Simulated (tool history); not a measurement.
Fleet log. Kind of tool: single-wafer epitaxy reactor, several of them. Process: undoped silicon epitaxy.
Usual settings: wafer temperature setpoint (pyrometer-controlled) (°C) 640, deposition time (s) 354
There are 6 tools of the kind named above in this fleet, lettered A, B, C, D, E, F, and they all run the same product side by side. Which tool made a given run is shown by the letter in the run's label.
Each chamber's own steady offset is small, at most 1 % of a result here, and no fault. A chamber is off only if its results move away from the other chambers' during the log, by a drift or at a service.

run,hour,wafer temperature setpoint (pyrometer-controlled) (°C),deposition time (s),hours since the last pyrometer calibration,"read-back reference wafer on the same gauge, thickness_nm",mean film thickness on the monitor wafer (Å)
1B,9.4,640,354,145.5,43.993,476.92
2A,17.1,640,354,371.2,43.973,479.04
3E,27.9,640,354,328,44.007,480.74
4F,36.5,640,354,881.3,44.016,478.47
5D,47.9,640,354,1127.6,44.01,480.74
6C,54,640,354,1845.5,44.027,475.62
7A,63.7,640,354,417.8,44.001,480.42
8F,69.8,640,354,914.6,44.007,479.35
9E,79.1,640,354,379.2,44.038,479.24
10C,88.9,640,354,1880.4,44.031,474.19
11B,97.3,640,354,233.4,43.97,475.77
# hour 101.3: chamber D: pyrometer calibrated
12D,104.5,640,354,3.2,44.03,489.83
13E,116.2,640,354,416.3,44.009,480.81
14A,127.5,640,354,481.6,43.996,478.5
15F,137.5,640,354,982.3,44.009,479.26
16D,146.6,635,383,45.3,44.01,473.33
17B,152.8,635,383,288.9,44.02,459.86
18C,164.5,635,383,1956,43.969,458.97
# hour 174.9: chamber C: pyrometer calibrated
19A,175.4,635,383,529.5,43.989,462.53
20B,184.1,635,383,320.2,44.014,460.06
21F,190.5,635,383,1035.3,43.98,462.41
22E,195.9,640,354,496,44.019,481.21
23D,207.3,640,354,106,44.003,488.68
24C,213.1,640,354,38.2,44.031,474
25D,219.7,645,313,118.4,43.993,484.53
26E,225,645,313,525.1,44.014,473.14
27F,235.8,645,313,1080.6,44.022,473.33
28A,246.4,645,313,600.5,44.02,473.17
29B,252.1,645,313,388.2,43.989,469.62
30C,260.9,645,313,86,44.024,469.98
31F,267.7,654,380,1112.5,44.005,699.66
32C,274,654,380,99.1,43.987,696.8
33A,281.6,654,380,635.7,43.982,701.91
34B,292.8,654,380,428.9,44.006,692.15
35E,300.5,654,380,600.6,43.996,694.86
36D,311.3,654,380,210,44.005,712.42
37B,321.2,640,354,457.3,43.995,473.06

One chamber off, gauge drift, or nothing amiss beyond the chambers' own small offsets? If it is a chamber, which one, and what is the likeliest cause?

Chamber D came out of a service off from its peers and stayed that way.
What lies behind it: wafer temperature above the value expected at the setpoint (K) = 0.891.

Which of the 4 candidates below, each the usual settings with something changed and its results left as question marks, puts chamber D back in line with what the other chambers give on the usual settings?
In line means no further than this from the other chambers' mean on the usual settings: mean film thickness on the monitor wafer (Å) 4
38D-1,329.6,638,350,,,?
38D-2,329.6,640,373,,,?
38D-3,329.6,640,363,,,?
38D-4,329.6,639,352,,,?

Average result of the remaining chambers running the usual settings: mean film thickness on the monitor wafer (Å) 477.62
run,mean film thickness on the monitor wafer (Å)
38D-1,462.75
38D-2,515.78
38D-3,501.95
38D-4,475.96
Change 38D-4 lands the chamber within the allowed miss of the other chambers.
